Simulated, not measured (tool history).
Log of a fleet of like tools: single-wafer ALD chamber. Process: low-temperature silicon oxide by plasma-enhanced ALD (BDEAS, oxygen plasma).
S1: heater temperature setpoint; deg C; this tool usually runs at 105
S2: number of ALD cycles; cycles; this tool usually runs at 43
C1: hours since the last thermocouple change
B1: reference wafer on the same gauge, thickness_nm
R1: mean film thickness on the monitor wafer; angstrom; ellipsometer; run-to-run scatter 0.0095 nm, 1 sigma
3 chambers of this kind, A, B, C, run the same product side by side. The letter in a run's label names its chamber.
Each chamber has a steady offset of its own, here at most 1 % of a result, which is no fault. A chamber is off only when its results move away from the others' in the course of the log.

run 1A hour=4.2 | S1=105 S2=43 | C1=807.9 | B1=7.0983 | R1=60.779
run 2B hour=7.4 | S1=105 S2=43 | C1=421.8 | B1=7.1023 | R1=60.723
run 3C hour=11.7 | S1=105 S2=43 | C1=940.4 | B1=7.1023 | R1=61.48
run 4C hour=17.7 | S1=105 S2=43 | C1=946.4 | B1=7.1046 | R1=61.347
run 5B hour=23.1 | S1=105 S2=43 | C1=437.5 | B1=7.106 | R1=60.76
run 6A hour=26.7 | S1=105 S2=43 | C1=830.4 | B1=7.1045 | R1=60.812
run 7C hour=30.4 | S1=105 S2=43 | C1=959.1 | B1=7.1059 | R1=61.549
run 8B hour=36.1 | S1=105 S2=43 | C1=450.5 | B1=7.1113 | R1=60.777
run 9A hour=39.2 | S1=105 S2=43 | C1=842.9 | B1=7.1111 | R1=60.933
run 10C hour=43.2 | S1=105 S2=50 | C1=971.9 | B1=7.112 | R1=71.455
run 11B hour=48.5 | S1=105 S2=50 | C1=462.9 | B1=7.1178 | R1=70.907
run 12A hour=54.1 | S1=105 S2=50 | C1=857.8 | B1=7.1126 | R1=70.775
run 13C hour=58.5 | S1=105 S2=43 | C1=987.2 | B1=7.1181 | R1=61.627
run 14A hour=64.3 | S1=105 S2=43 | C1=868 | B1=7.1178 | R1=61.013
run 15B hour=70.2 | S1=105 S2=43 | C1=484.6 | B1=7.1208 | R1=60.776
run 16B hour=76 | S1=105 S2=43 | C1=490.4 | B1=7.1252 | R1=61.18
run 17A hour=79.4 | S1=105 S2=43 | C1=883.1 | B1=7.1223 | R1=61.074
run 18C hour=82.4 | S1=113 S2=43 | C1=1011.1 | B1=7.1233 | R1=60.79
run 19C hour=88 | S1=113 S2=43 | C1=1016.7 | B1=7.1249 | R1=60.8
run 20B hour=91 | S1=113 S2=43 | C1=505.4 | B1=7.1275 | R1=60.032
run 21A hour=94 | S1=105 S2=43 | C1=897.7 | B1=7.1285 | R1=60.949
run 22A hour=97 | S1=105 S2=43 | C1=900.7 | B1=7.1279 | R1=61.074
run 23C hour=102.7 | S1=105 S2=43 | C1=1031.4 | B1=7.1319 | R1=61.764
run 24B hour=107.8 | S1=105 S2=43 | C1=522.2 | B1=7.1325 | R1=61.084
run 25A hour=110.5 | S1=105 S2=43 | C1=914.2 | B1=7.1291 | R1=61.035
run 26B hour=113.9 | S1=105 S2=43 | C1=528.3 | B1=7.1368 | R1=61.093
run 27C hour=118.3 | S1=100 S2=43 | C1=1047 | B1=7.1337 | R1=62.345
run 28A hour=122.3 | S1=100 S2=43 | C1=926 | B1=7.1374 | R1=61.522
run 29B hour=125.5 | S1=100 S2=43 | C1=539.9 | B1=7.1365 | R1=61.528
run 30C hour=131.2 | S1=113 S2=46 | C1=1059.9 | B1=7.1389 | R1=65.424
run 31B hour=134.8 | S1=113 S2=46 | C1=549.2 | B1=7.1393 | R1=64.499
run 32A hour=138.2 | S1=113 S2=46 | C1=941.9 | B1=7.1401 | R1=64.377
run 33C hour=144 | S1=105 S2=43 | C1=1072.7 | B1=7.1398 | R1=61.741
run 34A hour=149.3 | S1=105 S2=43 | C1=953 | B1=7.1462 | R1=61.161
run 35B hour=152.9 | S1=105 S2=43 | C1=567.3 | B1=7.1456 | R1=61.114

Next, all 3 chambers run the settings below, one line each with question marks for the results. What does each chamber give?
run 36A hour=157.2 | S1=105 S2=43 | R1=?
run 36B hour=157.2 | S1=105 S2=43 | R1=?
run 36C hour=157.2 | S1=105 S2=43 | R1=?

run=36A R1=61.339
run=36B R1=61.076
run=36C R1=61.729
